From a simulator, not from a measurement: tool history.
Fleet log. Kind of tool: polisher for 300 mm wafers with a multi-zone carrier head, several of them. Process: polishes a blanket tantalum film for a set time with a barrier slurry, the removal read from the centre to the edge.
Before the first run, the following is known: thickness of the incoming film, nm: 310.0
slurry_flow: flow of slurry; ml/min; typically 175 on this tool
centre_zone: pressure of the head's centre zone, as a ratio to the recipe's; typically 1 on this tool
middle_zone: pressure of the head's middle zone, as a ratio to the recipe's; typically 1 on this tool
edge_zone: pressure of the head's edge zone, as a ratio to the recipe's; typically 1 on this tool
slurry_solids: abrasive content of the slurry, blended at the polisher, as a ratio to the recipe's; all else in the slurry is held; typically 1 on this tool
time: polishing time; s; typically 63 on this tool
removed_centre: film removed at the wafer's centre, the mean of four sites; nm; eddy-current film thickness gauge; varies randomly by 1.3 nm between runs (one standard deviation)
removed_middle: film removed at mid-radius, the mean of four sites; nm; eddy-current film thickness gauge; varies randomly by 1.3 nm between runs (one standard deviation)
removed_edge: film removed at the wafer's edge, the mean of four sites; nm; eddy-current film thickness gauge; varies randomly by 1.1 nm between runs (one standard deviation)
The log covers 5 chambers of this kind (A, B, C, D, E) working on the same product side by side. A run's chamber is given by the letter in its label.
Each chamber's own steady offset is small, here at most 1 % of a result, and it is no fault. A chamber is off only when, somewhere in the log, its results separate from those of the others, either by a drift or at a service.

{"hour": 1.9, "done": "chamber A: worn pad replaced by a new one"}
{"run": "1E", "hour": 9.3, "slurry_flow": 175, "centre_zone": 1, "middle_zone": 1, "edge_zone": 1, "slurry_solids": 1, "time": 63, "removed_centre": 99.428, "removed_middle": 97.639, "removed_edge": 94.05}
{"run": "2D", "hour": 18.8, "slurry_flow": 175, "centre_zone": 1, "middle_zone": 1, "edge_zone": 1, "slurry_solids": 1, "time": 63, "removed_centre": 96.549, "removed_middle": 97.681, "removed_edge": 96.148}
{"run": "3A", "hour": 31.6, "slurry_flow": 175, "centre_zone": 1, "middle_zone": 1, "edge_zone": 1, "slurry_solids": 1, "time": 63, "removed_centre": 99.504, "removed_middle": 98.029, "removed_edge": 96.258}
{"hour": 42.4, "done": "chamber C: worn pad replaced by a new one"}
{"run": "4C", "hour": 42.8, "slurry_flow": 175, "centre_zone": 1, "middle_zone": 1, "edge_zone": 1, "slurry_solids": 1, "time": 63, "removed_centre": 98.129, "removed_middle": 95.401, "removed_edge": 97.514}
{"run": "5B", "hour": 55.1, "slurry_flow": 175, "centre_zone": 1, "middle_zone": 1, "edge_zone": 1, "slurry_solids": 1, "time": 63, "removed_centre": 98.115, "removed_middle": 96.671, "removed_edge": 95.692}
{"hour": 59.2, "done": "chamber D: worn pad replaced by a new one"}
{"run": "6B", "hour": 66.0, "slurry_flow": 175, "centre_zone": 1, "middle_zone": 1, "edge_zone": 1, "slurry_solids": 1, "time": 63, "removed_centre": 97.673, "removed_middle": 95.134, "removed_edge": 98.463}
{"run": "7C", "hour": 74.0, "slurry_flow": 175, "centre_zone": 1, "middle_zone": 1, "edge_zone": 1, "slurry_solids": 1, "time": 63, "removed_centre": 97.497, "removed_middle": 97.261, "removed_edge": 96.935}
{"hour": 80.5, "done": "chamber A: slurry nozzle cleaned"}
{"run": "8E", "hour": 80.7, "slurry_flow": 175, "centre_zone": 1, "middle_zone": 1, "edge_zone": 1, "slurry_solids": 1, "time": 63, "removed_centre": 95.596, "removed_middle": 95.807, "removed_edge": 97.603}
{"hour": 84.6, "done": "chamber B: slurry nozzle cleaned"}
{"hour": 84.9, "done": "chamber B: worn pad replaced by a new one"}
{"hour": 88.7, "done": "chamber E: worn pad replaced by a new one"}
{"run": "9A", "hour": 90.8, "slurry_flow": 175, "centre_zone": 1, "middle_zone": 1, "edge_zone": 1, "slurry_solids": 1, "time": 46, "removed_centre": 70.645, "removed_middle": 72.872, "removed_edge": 70.48}
{"hour": 93.8, "done": "chamber A: worn pad replaced by a new one"}
{"run": "10D", "hour": 99.8, "slurry_flow": 175, "centre_zone": 1, "middle_zone": 1, "edge_zone": 1, "slurry_solids": 1, "time": 46, "removed_centre": 71.307, "removed_middle": 71.981, "removed_edge": 70.759}
{"run": "11A", "hour": 112.5, "slurry_flow": 175, "centre_zone": 1, "middle_zone": 1, "edge_zone": 1, "slurry_solids": 1, "time": 46, "removed_centre": 73.545, "removed_middle": 71.224, "removed_edge": 70.418}
{"run": "12B", "hour": 126.1, "slurry_flow": 175, "centre_zone": 1, "middle_zone": 1, "edge_zone": 1, "slurry_solids": 1, "time": 46, "removed_centre": 71.562, "removed_middle": 73.5, "removed_edge": 70.824}
{"run": "13D", "hour": 136.7, "slurry_flow": 175, "centre_zone": 1, "middle_zone": 1, "edge_zone": 1, "slurry_solids": 1, "time": 46, "removed_centre": 72.469, "removed_middle": 72.421, "removed_edge": 70.05}
{"run": "14E", "hour": 145.3, "slurry_flow": 175, "centre_zone": 1, "middle_zone": 1, "edge_zone": 1, "slurry_solids": 1, "time": 63, "removed_centre": 95.382, "removed_middle": 97.723, "removed_edge": 98.221}
{"run": "15C", "hour": 152.9, "slurry_flow": 175, "centre_zone": 1, "middle_zone": 1, "edge_zone": 1, "slurry_solids": 1, "time": 63, "removed_centre": 98.435, "removed_middle": 97.853, "removed_edge": 95.131}
{"run": "16E", "hour": 162.3, "slurry_flow": 175, "centre_zone": 1, "middle_zone": 1, "edge_zone": 1, "slurry_solids": 1, "time": 63, "removed_centre": 98.18, "removed_middle": 99.341, "removed_edge": 97.097}
{"run": "17A", "hour": 172.5, "slurry_flow": 175, "centre_zone": 1, "middle_zone": 1, "edge_zone": 1, "slurry_solids": 1, "time": 63, "removed_centre": 97.713, "removed_middle": 96.549, "removed_edge": 97.71}
{"hour": 174.1, "done": "chamber C: worn pad replaced by a new one"}
{"run": "18C", "hour": 182.3, "slurry_flow": 175, "centre_zone": 1, "middle_zone": 1, "edge_zone": 1, "slurry_solids": 1, "time": 63, "removed_centre": 98.02, "removed_middle": 97.709, "removed_edge": 95.427}
{"hour": 189.6, "done": "chamber A: worn pad replaced by a new one"}
{"run": "19D", "hour": 191.9, "slurry_flow": 175, "centre_zone": 1, "middle_zone": 1, "edge_zone": 1, "slurry_solids": 1, "time": 63, "removed_centre": 97.563, "removed_middle": 98.09, "removed_edge": 96.496}
{"run": "20B", "hour": 198.7, "slurry_flow": 175, "centre_zone": 1, "middle_zone": 1, "edge_zone": 1, "slurry_solids": 1, "time": 63, "removed_centre": 98.196, "removed_middle": 98.476, "removed_edge": 98.347}
{"hour": 202.2, "done": "chamber B: worn pad replaced by a new one"}
{"run": "21B", "hour": 205.4, "slurry_flow": 175, "centre_zone": 1, "middle_zone": 1, "edge_zone": 1, "slurry_solids": 1, "time": 83, "removed_centre": 125.39, "removed_middle": 128.87, "removed_edge": 125.52}
{"hour": 211.3, "done": "chamber E: worn pad replaced by a new one"}
{"run": "22C", "hour": 219.7, "slurry_flow": 175, "centre_zone": 1, "middle_zone": 1, "edge_zone": 1, "slurry_solids": 1, "time": 83, "removed_centre": 127.77, "removed_middle": 128.13, "removed_edge": 127.31}
{"run": "23A", "hour": 231.2, "slurry_flow": 175, "centre_zone": 1, "middle_zone": 1, "edge_zone": 1, "slurry_solids": 1, "time": 83, "removed_centre": 128.47, "removed_middle": 129.04, "removed_edge": 126.89}
{"run": "24D", "hour": 238.0, "slurry_flow": 175, "centre_zone": 1, "middle_zone": 1, "edge_zone": 1, "slurry_solids": 1, "time": 83, "removed_centre": 129.23, "removed_middle": 130.12, "removed_edge": 125.97}
{"hour": 243.7, "done": "chamber B: centre zone pressure recalibrated"}
{"hour": 244.4, "done": "chamber D: worn pad replaced by a new one"}
{"run": "25E", "hour": 246.4, "slurry_flow": 175, "centre_zone": 1, "middle_zone": 1, "edge_zone": 1, "slurry_solids": 1, "time": 83, "removed_centre": 127.21, "removed_middle": 128.39, "removed_edge": 128.27}
{"run": "26A", "hour": 254.0, "slurry_flow": 175, "centre_zone": 1, "middle_zone": 1, "edge_zone": 1.09, "slurry_solids": 1, "time": 63, "removed_centre": 99.583, "removed_middle": 99.185, "removed_edge": 100.14}
{"run": "27D", "hour": 266.9, "slurry_flow": 175, "centre_zone": 1, "middle_zone": 1, "edge_zone": 1.09, "slurry_solids": 1, "time": 63, "removed_centre": 97.26, "removed_middle": 98.692, "removed_edge": 100.45}
{"hour": 274.9, "done": "chamber C: edge zone pressure recalibrated"}
{"hour": 278.6, "done": "chamber A: worn pad replaced by a new one"}
{"run": "28E", "hour": 278.6, "slurry_flow": 175, "centre_zone": 1, "middle_zone": 1, "edge_zone": 1.09, "slurry_solids": 1, "time": 63, "removed_centre": 95.306, "removed_middle": 99.325, "removed_edge": 101.91}
{"hour": 280.3, "done": "chamber C: centre zone pressure recalibrated"}
{"hour": 281.5, "done": "chamber D: edge zone pressure recalibrated"}
{"hour": 289.4, "done": "chamber E: edge zone pressure recalibrated"}
{"run": "29B", "hour": 292.4, "slurry_flow": 175, "centre_zone": 1, "middle_zone": 1, "edge_zone": 1.09, "slurry_solids": 1, "time": 63, "removed_centre": 94.242, "removed_middle": 97.557, "removed_edge": 101.72}
{"hour": 298.1, "done": "chamber A: edge zone pressure recalibrated"}
{"run": "30C", "hour": 302.5, "slurry_flow": 175, "centre_zone": 1, "middle_zone": 1, "edge_zone": 1.09, "slurry_solids": 1, "time": 63, "removed_centre": 94.921, "removed_middle": 97.423, "removed_edge": 100.68}
{"run": "31C", "hour": 315.3, "slurry_flow": 120, "centre_zone": 0.9, "middle_zone": 1, "edge_zone": 1, "slurry_solids": 1, "time": 63, "removed_centre": 79.103, "removed_middle": 90.914, "removed_edge": 92.153}
{"hour": 319.5, "done": "chamber A: slurry nozzle cleaned"}
{"hour": 319.7, "done": "chamber E: slurry nozzle cleaned"}
{"run": "32D", "hour": 329.5, "slurry_flow": 120, "centre_zone": 0.9, "middle_zone": 1, "edge_zone": 1, "slurry_solids": 1, "time": 63, "removed_centre": 79.976, "removed_middle": 92.452, "removed_edge": 89.643}
{"hour": 333.7, "done": "chamber B: worn pad replaced by a new one"}
{"hour": 340.2, "done": "chamber E: worn pad replaced by a new one"}
{"run": "33B", "hour": 340.2, "slurry_flow": 120, "centre_zone": 0.9, "middle_zone": 1, "edge_zone": 1, "slurry_solids": 1, "time": 63, "removed_centre": 79.671, "removed_middle": 88.148, "removed_edge": 91.164}
{"run": "34E", "hour": 352.8, "slurry_flow": 120, "centre_zone": 0.9, "middle_zone": 1, "edge_zone": 1, "slurry_solids": 1, "time": 63, "removed_centre": 78.571, "removed_middle": 92.322, "removed_edge": 92.734}
{"hour": 358.0, "done": "chamber A: worn pad replaced by a new one"}
{"hour": 358.3, "done": "chamber B: slurry nozzle cleaned"}
{"run": "35A", "hour": 363.3, "slurry_flow": 120, "centre_zone": 0.9, "middle_zone": 1, "edge_zone": 1, "slurry_solids": 1, "time": 63, "removed_centre": 77.727, "removed_middle": 91.453, "removed_edge": 92.572}
{"run": "36B", "hour": 370.8, "slurry_flow": 175, "centre_zone": 1, "middle_zone": 1, "edge_zone": 1, "slurry_solids": 1, "time": 63, "removed_centre": 98.125, "removed_middle": 95.395, "removed_edge": 98.075}

Decide between three cases: one chamber stands off from its peers, the gauge reading all wafers drifts, or nothing is wrong past each chamber's small offset. Where a chamber is off, say which and what most likely put it there.

The fleet is healthy, with each chamber sitting at its usual small offset and no drift in the gauge.
